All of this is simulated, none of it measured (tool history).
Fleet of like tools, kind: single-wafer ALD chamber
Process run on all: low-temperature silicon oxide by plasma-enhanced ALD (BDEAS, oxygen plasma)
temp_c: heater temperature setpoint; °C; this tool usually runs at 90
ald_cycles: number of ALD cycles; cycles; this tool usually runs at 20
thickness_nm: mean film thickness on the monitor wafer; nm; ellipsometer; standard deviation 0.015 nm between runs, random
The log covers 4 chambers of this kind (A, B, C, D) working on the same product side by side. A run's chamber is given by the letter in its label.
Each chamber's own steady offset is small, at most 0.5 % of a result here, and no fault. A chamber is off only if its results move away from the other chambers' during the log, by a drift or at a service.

run	day	temp_c	ald_cycles	hours since the last thermocouple change	read-back reference wafer on the same gauge, thickness_nm	thickness_nm
1B	0.592	90	20	1149.8	2.4408	2.9774
2C	0.958	90	20	1082.9	2.4413	2.9487
3D	1.379	90	20	85.4	2.4390	2.9493
4A	1.783	90	20	190.4	2.4418	2.9348
5A	2.250	90	20	201.6	2.4416	2.9799
6C	2.829	90	20	1127.8	2.4426	2.9645
7D	3.496	90	20	136.2	2.4404	2.9755
8B	3.950	90	20	1230.4	2.4401	2.9689
9A	4.546	90	20	256.7	2.4414	2.9494
10C	5.238	90	20	1185.6	2.4399	2.9613
11D	5.567	90	20	185.9	2.4407	2.9592
12B	5.883	83	20	1276.8	2.4420	3.0271
13A	6.504	83	20	303.7	2.4407	3.0281
14C	7.150	83	20	1231.5	2.4403	2.9965
15B	7.667	83	20	1319.6	2.4421	3.0343
16D	8.279	90	20	251.0	2.4402	2.9748
# day 8.458: chamber C: thermocouple changed; heater temperature recalibrated
17D	8.717	90	20	261.5	2.4381	2.9600
18A	9.258	90	20	369.8	2.4417	2.9397
19C	9.858	90	20	33.6	2.4399	2.9352
20B	10.475	90	20	1387.0	2.4404	2.9692
21B	11.162	90	20	1403.5	2.4407	2.9954
22D	11.629	90	20	331.4	2.4415	2.9661
23C	12.062	90	20	86.5	2.4397	2.9452
24A	12.738	90	23	453.3	2.4390	3.3875
25C	13.121	90	23	111.9	2.4404	3.3763
26B	13.612	90	23	1462.3	2.4407	3.4207
27D	14.125	90	23	391.3	2.4403	3.4137
28A	14.642	90	20	499.0	2.4402	2.9479
29C	15.254	90	20	163.1	2.4401	2.9550
30D	15.750	90	20	430.3	2.4374	2.9551
31B	16.288	90	20	1526.5	2.4376	2.9461
32A	16.733	90	20	549.2	2.4397	2.9404
33A	17.075	90	20	557.4	2.4413	2.9638
34D	17.462	96	17	471.4	2.4415	2.4585
35C	17.862	96	17	225.7	2.4416	2.4503
36B	18.421	96	17	1577.7	2.4397	2.4807
37B	18.742	96	17	1585.4	2.4416	2.4973
38D	19.329	90	20	516.2	2.4405	2.9599
39C	19.888	98	17	274.3	2.4389	2.4458
40A	20.425	98	17	637.8	2.4414	2.4140
41C	20.912	98	17	298.9	2.4406	2.4238
42A	21.546	98	17	664.7	2.4406	2.4505
43B	21.975	100	17	1663.0	2.4411	2.4162

One chamber off, gauge drift, or nothing amiss beyond the chambers' own small offsets? If it is a chamber, which one, and what is the likeliest cause?

All chambers stay in line apart from their small fixed offsets, and the gauge does not drift.

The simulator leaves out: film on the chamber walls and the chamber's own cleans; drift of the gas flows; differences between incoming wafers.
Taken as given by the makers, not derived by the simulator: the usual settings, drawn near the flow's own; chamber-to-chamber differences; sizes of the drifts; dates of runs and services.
